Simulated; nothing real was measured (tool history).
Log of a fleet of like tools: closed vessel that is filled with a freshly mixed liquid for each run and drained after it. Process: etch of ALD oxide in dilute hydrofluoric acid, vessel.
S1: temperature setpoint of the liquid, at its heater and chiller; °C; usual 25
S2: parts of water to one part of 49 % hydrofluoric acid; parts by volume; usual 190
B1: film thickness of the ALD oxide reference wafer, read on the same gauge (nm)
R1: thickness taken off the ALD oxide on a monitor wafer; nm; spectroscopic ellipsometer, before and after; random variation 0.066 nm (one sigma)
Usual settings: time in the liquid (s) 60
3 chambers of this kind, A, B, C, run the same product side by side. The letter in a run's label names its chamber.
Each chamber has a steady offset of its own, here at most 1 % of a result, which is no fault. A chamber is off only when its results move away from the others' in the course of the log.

{"run": "1B", "hour": 5.3, "S1": 25, "S2": 190, "time in the liquid (s)": 60, "B1": 140, "R1": 8.8221}
{"run": "2C", "hour": 12.8, "S1": 25, "S2": 190, "time in the liquid (s)": 60, "B1": 140.02, "R1": 8.8851}
{"run": "3A", "hour": 18.1, "S1": 25, "S2": 190, "time in the liquid (s)": 60, "B1": 140.01, "R1": 9.1902}
{"run": "4B", "hour": 24.5, "S1": 25, "S2": 190, "time in the liquid (s)": 60, "B1": 140, "R1": 9.0614}
{"run": "5A", "hour": 30.4, "S1": 25, "S2": 190, "time in the liquid (s)": 60, "B1": 140.04, "R1": 9.0474}
{"run": "6C", "hour": 34.5, "S1": 25, "S2": 190, "time in the liquid (s)": 60, "B1": 140.01, "R1": 9.065}
{"run": "7C", "hour": 41.1, "S1": 25, "S2": 220, "time in the liquid (s)": 60, "B1": 139.99, "R1": 7.4785}
{"run": "8B", "hour": 47.0, "S1": 25, "S2": 220, "time in the liquid (s)": 60, "B1": 139.99, "R1": 7.5586}
{"run": "9A", "hour": 52.2, "S1": 25, "S2": 220, "time in the liquid (s)": 60, "B1": 140.01, "R1": 7.5834}
{"run": "10B", "hour": 60.6, "S1": 29, "S2": 190, "time in the liquid (s)": 60, "B1": 140.01, "R1": 10.293}
{"run": "11C", "hour": 65.6, "S1": 29, "S2": 190, "time in the liquid (s)": 60, "B1": 140.03, "R1": 10.444}
{"run": "12A", "hour": 72.9, "S1": 29, "S2": 190, "time in the liquid (s)": 60, "B1": 139.97, "R1": 10.332}
{"hour": 79.5, "done": "chamber A: thermometer replaced"}
{"run": "13B", "hour": 80.2, "S1": 25, "S2": 190, "time in the liquid (s)": 60, "B1": 139.99, "R1": 8.8907}
{"run": "14C", "hour": 88.6, "S1": 23.5, "S2": 190, "time in the liquid (s)": 35, "B1": 140.03, "R1": 4.9476}
{"run": "15A", "hour": 93.0, "S1": 23.5, "S2": 190, "time in the liquid (s)": 35, "B1": 140.02, "R1": 5.0452}
{"run": "16A", "hour": 98.6, "S1": 23.5, "S2": 190, "time in the liquid (s)": 35, "B1": 139.97, "R1": 5.0526}
{"run": "17C", "hour": 104.6, "S1": 25, "S2": 190, "time in the liquid (s)": 60, "B1": 139.97, "R1": 9.061}
{"run": "18B", "hour": 110.6, "S1": 25, "S2": 190, "time in the liquid (s)": 60, "B1": 140, "R1": 8.9013}
{"run": "19A", "hour": 114.5, "S1": 25, "S2": 190, "time in the liquid (s)": 60, "B1": 140, "R1": 9.0132}
{"run": "20B", "hour": 119.6, "S1": 25, "S2": 190, "time in the liquid (s)": 60, "B1": 139.97, "R1": 8.8594}
{"run": "21C", "hour": 123.8, "S1": 25, "S2": 190, "time in the liquid (s)": 60, "B1": 139.99, "R1": 9.0151}
{"run": "22C", "hour": 132.2, "S1": 25, "S2": 190, "time in the liquid (s)": 60, "B1": 140, "R1": 8.9565}
{"run": "23A", "hour": 140.0, "S1": 25, "S2": 105, "time in the liquid (s)": 60, "B1": 139.99, "R1": 18.312}
{"hour": 148.9, "done": "chamber B: hydrofluoric acid flow meter replaced"}
{"run": "24B", "hour": 149.0, "S1": 25, "S2": 105, "time in the liquid (s)": 60, "B1": 140, "R1": 18.056}
{"run": "25C", "hour": 156.0, "S1": 25, "S2": 105, "time in the liquid (s)": 60, "B1": 140.03, "R1": 18.103}
{"run": "26B", "hour": 164.2, "S1": 25, "S2": 190, "time in the liquid (s)": 60, "B1": 139.97, "R1": 8.8804}
{"hour": 167.8, "done": "chamber C: hydrofluoric acid flow meter replaced"}
{"run": "27A", "hour": 172.9, "S1": 25, "S2": 190, "time in the liquid (s)": 60, "B1": 140.02, "R1": 9.1301}
{"run": "28C", "hour": 176.9, "S1": 25, "S2": 190, "time in the liquid (s)": 60, "B1": 140, "R1": 9.0211}
{"run": "29A", "hour": 184.3, "S1": 21, "S2": 190, "time in the liquid (s)": 35, "B1": 139.96, "R1": 4.582}

Is one chamber off against the others, does the gauge drift, or is nothing wrong? If a chamber is off, say which, and what the likeliest cause is.

No chamber stands off beyond its own small offset, and the gauge holds steady.

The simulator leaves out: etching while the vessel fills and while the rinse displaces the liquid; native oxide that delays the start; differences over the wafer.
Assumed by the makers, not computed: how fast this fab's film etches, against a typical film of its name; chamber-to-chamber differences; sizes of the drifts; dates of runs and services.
